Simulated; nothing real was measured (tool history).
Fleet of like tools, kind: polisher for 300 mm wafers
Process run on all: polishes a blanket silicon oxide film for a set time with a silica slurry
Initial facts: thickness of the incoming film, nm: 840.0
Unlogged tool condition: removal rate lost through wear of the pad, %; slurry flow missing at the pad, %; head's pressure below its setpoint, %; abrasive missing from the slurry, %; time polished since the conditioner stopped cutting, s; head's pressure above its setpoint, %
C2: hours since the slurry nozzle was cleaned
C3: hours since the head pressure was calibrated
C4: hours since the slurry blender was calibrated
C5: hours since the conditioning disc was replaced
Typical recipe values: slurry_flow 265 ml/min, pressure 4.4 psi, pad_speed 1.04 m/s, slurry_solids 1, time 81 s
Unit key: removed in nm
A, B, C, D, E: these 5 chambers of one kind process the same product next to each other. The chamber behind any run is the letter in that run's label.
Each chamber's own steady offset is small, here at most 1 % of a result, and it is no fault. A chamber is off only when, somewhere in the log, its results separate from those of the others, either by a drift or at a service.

-- hour=5.9 chamber B: conditioning disc replaced and pad reconditioned
run 1C hour=9.0 | slurry_flow=265 pressure=4.4 pad_speed=1.04 slurry_solids=1 time=81 | wafers_polished_on_this_pad=473 C2=35.6 C3=66.5 C4=284.8 C5=329.6 | removed=283.67
run 2E hour=17.3 | slurry_flow=265 pressure=4.4 pad_speed=1.04 slurry_solids=1 time=81 | wafers_polished_on_this_pad=532 C2=285.0 C3=40.2 C4=74.5 C5=47.6 | removed=287.91
-- hour=27.3 chamber B: worn pad replaced by a new one
run 3A hour=27.3 | slurry_flow=265 pressure=4.4 pad_speed=1.04 slurry_solids=1 time=81 | wafers_polished_on_this_pad=522 C2=75.5 C3=101.5 C4=196.6 C5=529.4 | removed=286.16
run 4B hour=39.1 | slurry_flow=265 pressure=4.4 pad_speed=1.04 slurry_solids=1 time=81 | wafers_polished_on_this_pad=96 C2=282.3 C3=691.3 C4=63.3 C5=33.3 | removed=280.40
-- hour=39.8 chamber E: worn pad replaced by a new one
run 5D hour=45.2 | slurry_flow=265 pressure=4.4 pad_speed=1.04 slurry_solids=1 time=81 | wafers_polished_on_this_pad=1119 C2=471.3 C3=822.7 C4=46.3 C5=104.6 | removed=285.36
-- hour=52.7 chamber C: worn pad replaced by a new one
run 6B hour=53.3 | slurry_flow=265 pressure=4.4 pad_speed=1.04 slurry_solids=1 time=81 | wafers_polished_on_this_pad=212 C2=296.5 C3=705.5 C4=77.5 C5=47.5 | removed=285.77
-- hour=54.7 chamber A: slurry blender recalibrated
-- hour=56.1 chamber A: worn pad replaced by a new one
run 7D hour=63.7 | slurry_flow=265 pressure=4.4 pad_speed=1.04 slurry_solids=1 time=81 | wafers_polished_on_this_pad=1270 C2=489.8 C3=841.2 C4=64.8 C5=123.1 | removed=286.81
-- hour=65.4 chamber A: conditioning disc replaced and pad reconditioned
run 8E hour=72.5 | slurry_flow=265 pressure=4.4 pad_speed=1.04 slurry_solids=1 time=81 | wafers_polished_on_this_pad=267 C2=340.2 C3=95.4 C4=129.7 C5=102.8 | removed=286.37
-- hour=72.9 chamber E: conditioning disc replaced and pad reconditioned
run 9A hour=85.1 | slurry_flow=265 pressure=4.4 pad_speed=1.04 slurry_solids=1 time=81 | wafers_polished_on_this_pad=237 C2=133.3 C3=159.3 C4=30.5 C5=19.7 | removed=283.45
-- hour=86.1 chamber D: worn pad replaced by a new one
-- hour=93.0 chamber C: slurry blender recalibrated
run 10C hour=97.6 | slurry_flow=265 pressure=4.4 pad_speed=1.04 slurry_solids=1 time=81 | wafers_polished_on_this_pad=366 C2=124.2 C3=155.1 C4=4.7 C5=418.2 | removed=285.60
-- hour=98.8 chamber B: worn pad replaced by a new one
-- hour=101.9 chamber B: conditioning disc replaced and pad reconditioned
run 11A hour=105.8 | slurry_flow=225 pressure=4.4 pad_speed=1.04 slurry_solids=1 time=58 | wafers_polished_on_this_pad=405 C2=154.0 C3=180.0 C4=51.2 C5=40.4 | removed=199.66
-- hour=113.9 chamber E: worn pad replaced by a new one
run 12E hour=117.9 | slurry_flow=225 pressure=4.4 pad_speed=1.04 slurry_solids=1 time=58 | wafers_polished_on_this_pad=32 C2=385.6 C3=140.8 C4=175.1 C5=45.0 | removed=200.78
run 13B hour=125.7 | slurry_flow=225 pressure=4.4 pad_speed=1.04 slurry_solids=1 time=58 | wafers_polished_on_this_pad=219 C2=368.9 C3=777.9 C4=149.9 C5=23.9 | removed=199.07
-- hour=131.2 chamber A: worn pad replaced by a new one
run 14D hour=136.7 | slurry_flow=225 pressure=4.4 pad_speed=1.04 slurry_solids=1 time=58 | wafers_polished_on_this_pad=412 C2=562.8 C3=914.2 C4=137.8 C5=196.1 | removed=200.53
run 15C hour=143.3 | slurry_flow=225 pressure=4.4 pad_speed=1.04 slurry_solids=1 time=58 | wafers_polished_on_this_pad=739 C2=169.9 C3=200.8 C4=50.4 C5=463.9 | removed=200.57
-- hour=144.6 chamber E: slurry nozzle cleaned
-- hour=152.5 chamber C: worn pad replaced by a new one
run 16D hour=155.8 | slurry_flow=265 pressure=4.4 pad_speed=1.04 slurry_solids=1 time=81 | wafers_polished_on_this_pad=568 C2=581.9 C3=933.3 C4=156.9 C5=215.2 | removed=283.10
-- hour=159.8 chamber C: conditioning disc replaced and pad reconditioned
run 17C hour=165.8 | slurry_flow=265 pressure=4.4 pad_speed=1.04 slurry_solids=1 time=81 | wafers_polished_on_this_pad=108 C2=192.4 C3=223.3 C4=72.9 C5=6.0 | removed=284.92
-- hour=170.9 chamber B: worn pad replaced by a new one
-- hour=171.6 chamber E: conditioning disc replaced and pad reconditioned
run 18E hour=173.1 | slurry_flow=265 pressure=4.4 pad_speed=1.04 slurry_solids=1 time=81 | wafers_polished_on_this_pad=482 C2=28.6 C3=196.0 C4=230.3 C5=1.6 | removed=282.82
run 19A hour=179.2 | slurry_flow=265 pressure=4.4 pad_speed=1.04 slurry_solids=1 time=81 | wafers_polished_on_this_pad=391 C2=227.4 C3=253.4 C4=124.6 C5=113.8 | removed=284.37
-- hour=186.9 chamber E: worn pad replaced by a new one
run 20B hour=187.6 | slurry_flow=300 pressure=4.4 pad_speed=1.04 slurry_solids=1 time=81 | wafers_polished_on_this_pad=136 C2=430.8 C3=839.8 C4=211.8 C5=85.8 | removed=290.12
-- hour=189.1 chamber E: slurry blender recalibrated
run 21A hour=195.2 | slurry_flow=300 pressure=4.4 pad_speed=1.04 slurry_solids=1 time=81 | wafers_polished_on_this_pad=521 C2=243.4 C3=269.4 C4=140.6 C5=129.8 | removed=290.56
-- hour=195.7 chamber B: conditioning disc replaced and pad reconditioned
run 22E hour=207.6 | slurry_flow=300 pressure=4.4 pad_speed=1.04 slurry_solids=1 time=81 | wafers_polished_on_this_pad=169 C2=63.1 C3=230.5 C4=18.6 C5=36.1 | removed=287.39
run 23B hour=217.9 | slurry_flow=300 pressure=4.4 pad_speed=1.04 slurry_solids=1 time=81 | wafers_polished_on_this_pad=383 C2=461.1 C3=870.1 C4=242.1 C5=22.2 | removed=287.49
run 24C hour=223.7 | slurry_flow=300 pressure=4.4 pad_speed=1.04 slurry_solids=1 time=81 | wafers_polished_on_this_pad=580 C2=250.3 C3=281.2 C4=130.8 C5=63.9 | removed=286.66
-- hour=225.0 chamber A: worn pad replaced by a new one
run 25D hour=231.1 | slurry_flow=265 pressure=4.4 pad_speed=1.04 slurry_solids=1 time=81 | wafers_polished_on_this_pad=1182 C2=657.2 C3=1008.6 C4=232.2 C5=290.5 | removed=284.48
-- hour=237.0 chamber B: slurry nozzle cleaned
run 26C hour=240.8 | slurry_flow=265 pressure=4.4 pad_speed=1.04 slurry_solids=1 time=81 | wafers_polished_on_this_pad=720 C2=267.4 C3=298.3 C4=147.9 C5=81.0 | removed=283.24
-- hour=240.9 chamber D: slurry nozzle cleaned
run 27E hour=252.4 | slurry_flow=265 pressure=4.4 pad_speed=1.04 slurry_solids=1 time=81 | wafers_polished_on_this_pad=534 C2=107.9 C3=275.3 C4=63.4 C5=80.9 | removed=287.21
-- hour=252.8 chamber B: worn pad replaced by a new one
-- hour=261.6 chamber D: worn pad replaced by a new one
-- hour=262.8 chamber C: slurry nozzle cleaned
run 28A hour=263.3 | slurry_flow=265 pressure=4.4 pad_speed=1.04 slurry_solids=1 time=103 | wafers_polished_on_this_pad=312 C2=311.5 C3=337.5 C4=208.7 C5=197.9 | removed=365.86
-- hour=272.8 chamber E: conditioning disc replaced and pad reconditioned
-- hour=274.4 chamber C: worn pad replaced by a new one
run 29B hour=275.9 | slurry_flow=265 pressure=4.4 pad_speed=1.04 slurry_solids=1 time=103 | wafers_polished_on_this_pad=189 C2=39.0 C3=928.1 C4=300.1 C5=80.2 | removed=365.92
-- hour=279.1 chamber E: worn pad replaced by a new one
run 30D hour=287.3 | slurry_flow=265 pressure=4.4 pad_speed=1.04 slurry_solids=1 time=103 | wafers_polished_on_this_pad=209 C2=46.5 C3=1064.8 C4=288.4 C5=346.7 | removed=359.22
-- hour=291.6 chamber B: slurry blender recalibrated
-- hour=292.7 chamber A: slurry blender recalibrated
run 31C hour=298.4 | slurry_flow=265 pressure=4.4 pad_speed=1.04 slurry_solids=1 time=103 | wafers_polished_on_this_pad=195 C2=35.7 C3=355.9 C4=205.5 C5=138.6 | removed=358.79
-- hour=300.7 chamber B: conditioning disc replaced and pad reconditioned
run 32E hour=306.7 | slurry_flow=265 pressure=4.4 pad_speed=1.04 slurry_solids=1 time=103 | wafers_polished_on_this_pad=225 C2=162.2 C3=329.6 C4=117.7 C5=33.9 | removed=362.96
-- hour=311.8 chamber A: worn pad replaced by a new one
run 33D hour=314.6 | slurry_flow=265 pressure=4.4 pad_speed=1.04 slurry_solids=1 time=81 | wafers_polished_on_this_pad=432 C2=73.8 C3=1092.1 C4=315.7 C5=374.0 | removed=280.56
run 34B hour=324.2 | slurry_flow=265 pressure=4.4 pad_speed=1.04 slurry_solids=1 time=81 | wafers_polished_on_this_pad=582 C2=87.3 C3=976.4 C4=32.6 C5=23.5 | removed=282.02
-- hour=324.9 chamber B: worn pad replaced by a new one
run 35A hour=332.6 | slurry_flow=265 pressure=4.4 pad_speed=1.04 slurry_solids=1 time=81 | wafers_polished_on_this_pad=170 C2=380.8 C3=406.8 C4=40.0 C5=267.2 | removed=285.36
run 36A hour=343.1 | slurry_flow=265 pressure=4.4 pad_speed=1.04 slurry_solids=1 time=81 | wafers_polished_on_this_pad=255 C2=391.3 C3=417.3 C4=50.5 C5=277.7 | removed=284.95
run 37C hour=352.0 | slurry_flow=265 pressure=4.4 pad_speed=1.04 slurry_solids=1 time=81 | wafers_polished_on_this_pad=632 C2=89.3 C3=409.5 C4=259.1 C5=192.2 | removed=286.69
run 38B hour=364.8 | slurry_flow=265 pressure=4.4 pad_speed=1.04 slurry_solids=1 time=81 | wafers_polished_on_this_pad=326 C2=127.9 C3=1017.0 C4=73.2 C5=64.1 | removed=284.47
-- hour=367.8 chamber E: conditioning disc replaced and pad reconditioned
-- hour=368.2 chamber E: worn pad replaced by a new one
run 39E hour=372.4 | slurry_flow=265 pressure=4.4 pad_speed=1.04 slurry_solids=1 time=81 | wafers_polished_on_this_pad=34 C2=227.9 C3=395.3 C4=183.4 C5=4.7 | removed=286.19

Decide between three cases: one chamber stands off from its peers, the gauge reading all wafers drifts, or nothing is wrong past each chamber's small offset. Where a chamber is off, say which and what most likely put it there.

Beyond each chamber's small constant offset nothing stands out, and the gauge stays steady.
